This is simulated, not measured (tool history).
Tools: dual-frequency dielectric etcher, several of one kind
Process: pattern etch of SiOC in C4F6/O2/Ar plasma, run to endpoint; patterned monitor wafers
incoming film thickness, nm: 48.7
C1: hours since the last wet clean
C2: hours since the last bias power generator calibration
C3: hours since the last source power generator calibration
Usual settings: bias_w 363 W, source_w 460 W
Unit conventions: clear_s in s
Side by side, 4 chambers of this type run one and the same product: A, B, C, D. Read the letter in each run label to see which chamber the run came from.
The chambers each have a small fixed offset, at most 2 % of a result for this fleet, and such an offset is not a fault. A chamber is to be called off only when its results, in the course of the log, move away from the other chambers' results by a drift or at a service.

{"run": "1C", "day": 0.271, "bias_w": 363, "source_w": 460, "C1": 336.2, "C2": 1326.2, "C3": 1900.1, "clear_s": 17.87}
{"run": "2B", "day": 0.504, "bias_w": 363, "source_w": 460, "C1": 460.9, "C2": 247.5, "C3": 759.5, "clear_s": 17.458}
{"run": "3A", "day": 0.833, "bias_w": 363, "source_w": 460, "C1": 155.1, "C2": 3659.1, "C3": 367.9, "clear_s": 17.504}
{"run": "4D", "day": 1.096, "bias_w": 363, "source_w": 460, "C1": 411.6, "C2": 3030.4, "C3": 48.8, "clear_s": 17.55}
{"run": "5C", "day": 1.346, "bias_w": 363, "source_w": 460, "C1": 362, "C2": 1352, "C3": 1925.9, "clear_s": 17.747}
{"run": "6B", "day": 1.679, "bias_w": 335, "source_w": 460, "C1": 489.1, "C2": 275.7, "C3": 787.7, "clear_s": 17.904}
{"run": "7A", "day": 2.021, "bias_w": 335, "source_w": 460, "C1": 183.6, "C2": 3687.6, "C3": 396.4, "clear_s": 17.952}
{"run": "8D", "day": 2.279, "bias_w": 335, "source_w": 460, "C1": 440, "C2": 3058.8, "C3": 77.2, "clear_s": 18.055}
{"run": "9A", "day": 2.608, "bias_w": 335, "source_w": 460, "C1": 197.7, "C2": 3701.7, "C3": 410.5, "clear_s": 18.048}
{"run": "10B", "day": 2.896, "bias_w": 363, "source_w": 460, "C1": 518.3, "C2": 304.9, "C3": 816.9, "clear_s": 17.5}
{"day": 3.079, "done": "chamber B: wet clean of the chamber"}
{"run": "11C", "day": 3.104, "bias_w": 363, "source_w": 370, "C1": 404.2, "C2": 1394.2, "C3": 1968.1, "clear_s": 19.204}
{"run": "12D", "day": 3.279, "bias_w": 363, "source_w": 370, "C1": 464, "C2": 3082.8, "C3": 101.2, "clear_s": 18.997}
{"run": "13D", "day": 3.583, "bias_w": 363, "source_w": 370, "C1": 471.3, "C2": 3090.1, "C3": 108.5, "clear_s": 19.062}
{"day": 3.921, "done": "chamber D: wet clean of the chamber"}
{"run": "14B", "day": 3.933, "bias_w": 363, "source_w": 370, "C1": 20.6, "C2": 329.8, "C3": 841.8, "clear_s": 18.926}
{"run": "15A", "day": 4.292, "bias_w": 363, "source_w": 460, "C1": 238.1, "C2": 3742.1, "C3": 450.9, "clear_s": 17.453}
{"run": "16C", "day": 4.6, "bias_w": 363, "source_w": 460, "C1": 440.1, "C2": 1430.1, "C3": 2004, "clear_s": 17.72}
{"run": "17C", "day": 4.812, "bias_w": 363, "source_w": 460, "C1": 445.2, "C2": 1435.2, "C3": 2009.1, "clear_s": 17.714}
{"run": "18D", "day": 5.129, "bias_w": 363, "source_w": 460, "C1": 29.1, "C2": 3127.2, "C3": 145.6, "clear_s": 17.619}
{"run": "19B", "day": 5.333, "bias_w": 363, "source_w": 460, "C1": 54.2, "C2": 363.4, "C3": 875.4, "clear_s": 17.358}
{"run": "20A", "day": 5.662, "bias_w": 363, "source_w": 460, "C1": 271, "C2": 3775, "C3": 483.8, "clear_s": 17.518}
{"run": "21A", "day": 5.829, "bias_w": 363, "source_w": 460, "C1": 275, "C2": 3779, "C3": 487.8, "clear_s": 17.336}
{"run": "22C", "day": 6.142, "bias_w": 363, "source_w": 520, "C1": 477.1, "C2": 1467.1, "C3": 2041, "clear_s": 16.922}
{"run": "23B", "day": 6.329, "bias_w": 363, "source_w": 520, "C1": 78.1, "C2": 387.3, "C3": 899.3, "clear_s": 16.568}
{"run": "24D", "day": 6.488, "bias_w": 363, "source_w": 520, "C1": 61.7, "C2": 3159.8, "C3": 178.2, "clear_s": 16.692}
{"run": "25B", "day": 6.804, "bias_w": 363, "source_w": 520, "C1": 89.5, "C2": 398.7, "C3": 910.7, "clear_s": 16.51}
{"day": 7.042, "done": "chamber C: wet clean of the chamber"}
{"run": "26A", "day": 7.146, "bias_w": 363, "source_w": 460, "C1": 306.6, "C2": 3810.6, "C3": 519.4, "clear_s": 17.397}
{"run": "27C", "day": 7.388, "bias_w": 363, "source_w": 460, "C1": 8.4, "C2": 1497, "C3": 2070.9, "clear_s": 17.747}
{"run": "28D", "day": 7.712, "bias_w": 306, "source_w": 460, "C1": 91.1, "C2": 3189.2, "C3": 207.6, "clear_s": 18.614}
{"run": "29B", "day": 8.033, "bias_w": 306, "source_w": 460, "C1": 119, "C2": 428.2, "C3": 940.2, "clear_s": 18.276}
{"run": "30C", "day": 8.396, "bias_w": 306, "source_w": 460, "C1": 32.6, "C2": 1521.2, "C3": 2095.1, "clear_s": 18.722}
{"run": "31A", "day": 8.562, "bias_w": 306, "source_w": 460, "C1": 340.6, "C2": 3844.6, "C3": 553.4, "clear_s": 18.473}
{"run": "32D", "day": 8.725, "bias_w": 363, "source_w": 460, "C1": 115.4, "C2": 3213.5, "C3": 231.9, "clear_s": 17.577}
{"run": "33A", "day": 9.021, "bias_w": 363, "source_w": 460, "C1": 351.6, "C2": 3855.6, "C3": 564.4, "clear_s": 17.487}
{"run": "34C", "day": 9.204, "bias_w": 363, "source_w": 460, "C1": 52, "C2": 1540.6, "C3": 2114.5, "clear_s": 17.749}
{"run": "35D", "day": 9.462, "bias_w": 419, "source_w": 460, "C1": 133.1, "C2": 3231.2, "C3": 249.6, "clear_s": 16.676}
{"run": "36B", "day": 9.721, "bias_w": 419, "source_w": 460, "C1": 159.5, "C2": 468.7, "C3": 980.7, "clear_s": 16.249}
{"run": "37D", "day": 10.05, "bias_w": 419, "source_w": 460, "C1": 147.2, "C2": 3245.3, "C3": 263.7, "clear_s": 16.785}
{"run": "38A", "day": 10.321, "bias_w": 419, "source_w": 460, "C1": 382.8, "C2": 3886.8, "C3": 595.6, "clear_s": 16.545}
{"run": "39C", "day": 10.554, "bias_w": 363, "source_w": 460, "C1": 84.4, "C2": 1573, "C3": 2146.9, "clear_s": 17.646}
{"run": "40B", "day": 10.871, "bias_w": 434, "source_w": 340, "C1": 187.1, "C2": 496.3, "C3": 1008.3, "clear_s": 18.016}
{"run": "41D", "day": 11.079, "bias_w": 434, "source_w": 340, "C1": 171.9, "C2": 3270, "C3": 288.4, "clear_s": 18.451}
{"run": "42B", "day": 11.317, "bias_w": 434, "source_w": 340, "C1": 197.8, "C2": 507, "C3": 1019, "clear_s": 17.958}

Does one chamber stand apart from the rest, does the shared gauge drift, or is all well apart from small per-chamber offsets? Give the chamber and the most likely cause, where there is one.

Chamber B drifts away from the others.
Most likely cause: source power that arrives over what is set, % = 5.08.
It could be hard to tell apart here from: etch rate over this chamber's usual, %; bias power that arrives over what is set, %.

Here are 4 candidates for chamber B's next run, each the usual settings with a change, their results left as question marks. Which one brings its results back in line with what the others give on the usual settings?
In-line tolerance around the mean of the other chambers on the usual settings: clear_s 0.19 s
{"run": "43B-1", "day": 11.579, "bias_w": 377, "source_w": 480, "clear_s": "?"}
{"run": "43B-2", "day": 11.579, "bias_w": 363, "source_w": 540, "clear_s": "?"}
{"run": "43B-3", "day": 11.579, "bias_w": 349, "source_w": 440, "clear_s": "?"}
{"run": "43B-4", "day": 11.579, "bias_w": 363, "source_w": 390, "clear_s": "?"}

On the usual settings, the other chambers give on average: clear_s 17.595 s
run=43B-1 clear_s=16.579
run=43B-2 clear_s=16.069
run=43B-3 clear_s=17.595
run=43B-4 clear_s=18.16
With 43B-3, the chamber falls back in line with the rest.
